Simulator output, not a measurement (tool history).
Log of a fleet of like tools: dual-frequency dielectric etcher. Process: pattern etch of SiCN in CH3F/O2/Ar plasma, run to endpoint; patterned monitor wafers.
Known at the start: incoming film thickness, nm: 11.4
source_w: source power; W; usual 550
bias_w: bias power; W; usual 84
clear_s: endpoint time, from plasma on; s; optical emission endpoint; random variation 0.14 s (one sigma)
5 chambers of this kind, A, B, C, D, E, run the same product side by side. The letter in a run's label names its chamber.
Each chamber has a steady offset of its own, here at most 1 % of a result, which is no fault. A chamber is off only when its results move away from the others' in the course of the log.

run     day  source_w  bias_w  clear_s
      0.346  -- chamber C: wet clean of the chamber
 1A   0.504       550      84   25.523
 2B   1.008       550      84   25.283
 3D   1.558       550      84   25.380
 4E   1.954       550      84   25.707
      2.112  -- chamber A: source power generator calibrated
 5C   2.296       550      84   25.716
 6A   2.617       550      84   25.716
 7B   2.871       550      84   25.779
 8C   3.421       550      84   25.654
 9D   3.858       550      84   25.268
10E   4.217       550      84   25.851
11B   4.742       550      84   25.338
12D   5.092       660      77   24.461
13A   5.475       660      77   24.616
14E   5.850       660      77   24.771
15C   6.258       660      77   24.646
16A   6.629       660      77   24.840
17B   7.017       550      84   25.145
18E   7.308       550      84   25.797
19C   7.842       550      84   25.660
20D   8.133       550      84   25.578
21D   8.496       620      66   26.717
22A   8.929       620      66   26.895
23C   9.200       620      66   26.594
24E   9.467       620      66   26.553
25B   9.833       620      66   26.469
26B  10.208       550      84   25.423
27D  10.496       550      84   25.274
     10.942  -- chamber A: wet clean of the chamber
28C  10.983       550      84   25.762
29E  11.475       550      84   25.625
30A  11.771       550      84   25.739
31A  12.112       550      84   25.573
32C  12.621       550      84   25.458
33E  12.888       550      84   25.373
34D  13.167       550      84   25.364
35B  13.446       550      84   25.622
36E  14.017       550      84   25.740
37C  14.404       550      84   25.560
     14.583  -- chamber B: wet clean of the chamber
38D  14.746       550      84   25.592
39B  15.275       550      84   25.535
40A  15.725       550      84   25.781
41D  16.171       480     102   25.031
42A  16.729       480     102   25.158
43E  17.267       480     102   25.046
44B  17.721       480     102   24.931

Next, every chamber runs the same settings. What will each give?
45A  18.142       550      72        ?
45B  18.142       550      72        ?
45C  18.142       550      72        ?
45D  18.142       550      72        ?
45E  18.142       550      72        ?

run  clear_s
45A   26.953
45B   26.876
45C   27.123
45D   26.694
45E   27.027

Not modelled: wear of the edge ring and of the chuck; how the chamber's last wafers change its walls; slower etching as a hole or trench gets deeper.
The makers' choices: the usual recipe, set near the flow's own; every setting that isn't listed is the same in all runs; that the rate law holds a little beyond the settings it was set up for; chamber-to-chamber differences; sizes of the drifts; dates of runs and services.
